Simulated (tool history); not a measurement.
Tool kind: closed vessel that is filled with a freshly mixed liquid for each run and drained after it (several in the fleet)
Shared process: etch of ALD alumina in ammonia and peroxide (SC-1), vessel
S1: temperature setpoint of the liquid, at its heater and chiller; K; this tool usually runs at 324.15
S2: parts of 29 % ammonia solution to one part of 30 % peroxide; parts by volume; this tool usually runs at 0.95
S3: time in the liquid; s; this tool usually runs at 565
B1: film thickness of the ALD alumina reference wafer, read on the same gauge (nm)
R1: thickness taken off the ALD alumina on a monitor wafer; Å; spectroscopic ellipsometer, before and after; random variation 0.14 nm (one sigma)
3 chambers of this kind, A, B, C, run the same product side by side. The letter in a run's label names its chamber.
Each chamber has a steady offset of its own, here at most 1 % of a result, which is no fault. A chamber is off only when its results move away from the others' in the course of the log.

| run | hour | S1 | S2 | S3 | B1 | R1 |
|---|---|---|---|---|---|---|
| 1B | 4.6 | 324.15 | 0.95 | 565 | 140 | 296.81 |
| 2C | 8.3 | 324.15 | 0.95 | 565 | 139.99 | 294.42 |
| 3A | 15 | 324.15 | 0.95 | 565 | 139.99 | 296.33 |
| 4A | 19.9 | 324.15 | 0.95 | 565 | 140.02 | 295.37 |
| 5B | 26.2 | 324.15 | 0.95 | 565 | 139.98 | 296.59 |
| 6C | 33.7 | 324.15 | 0.95 | 565 | 139.99 | 295.05 |
| 7A | 37.7 | 324.15 | 0.95 | 565 | 139.99 | 297 |
| 8C | 43.3 | 324.15 | 1.2 | 565 | 140 | 301.83 |
| 9B | 49.5 | 324.15 | 1.2 | 565 | 139.99 | 301.5 |
| 10C | 54.6 | 324.15 | 1.2 | 565 | 140 | 301.06 |
| 11A | 59 | 324.15 | 0.95 | 565 | 139.99 | 295.94 |
| 12B | 65.9 | 324.15 | 0.95 | 565 | 140 | 292.83 |
| 13B | 71.4 | 324.15 | 0.95 | 565 | 140.01 | 291.32 |
| 14A | 79.2 | 324.15 | 0.95 | 565 | 139.99 | 295.34 |
| 15C | 86.5 | 324.15 | 0.95 | 565 | 140 | 296.21 |
| 16A | 93.1 | 324.15 | 0.95 | 565 | 139.99 | 296.82 |
|  | 94.7 | chamber A: new drum of ammonia solution connected |
| 17C | 99.7 | 324.15 | 0.95 | 565 | 139.99 | 294.47 |
| 18B | 107 | 324.15 | 0.95 | 725 | 139.99 | 369.88 |
| 19B | 111.2 | 324.15 | 0.95 | 725 | 140.02 | 366.82 |
| 20C | 115.8 | 324.15 | 0.95 | 725 | 140.01 | 377.31 |
| 21A | 119.8 | 324.15 | 0.95 | 565 | 139.99 | 295.69 |
| 22B | 125.2 | 324.15 | 0.95 | 565 | 140 | 285.44 |
| 23C | 131.6 | 324.15 | 0.95 | 565 | 140.01 | 294.58 |
| 24A | 136.7 | 327.65 | 0.95 | 565 | 140 | 357.71 |
| 25B | 143 | 327.65 | 0.95 | 565 | 139.99 | 343.08 |
| 26C | 148.8 | 327.65 | 0.95 | 565 | 140.02 | 357.38 |

All chambers now run identical settings, listed one chamber a line with results as question marks. What results will each chamber show?
| 27A | 154.4 | 324.15 | 0.95 | 565 |  | ? |
| 27B | 154.4 | 324.15 | 0.95 | 565 |  | ? |
| 27C | 154.4 | 324.15 | 0.95 | 565 |  | ? |

| run | R1 |
|---|---|
| 27A | 294.24 |
| 27B | 285.07 |
| 27C | 292.11 |
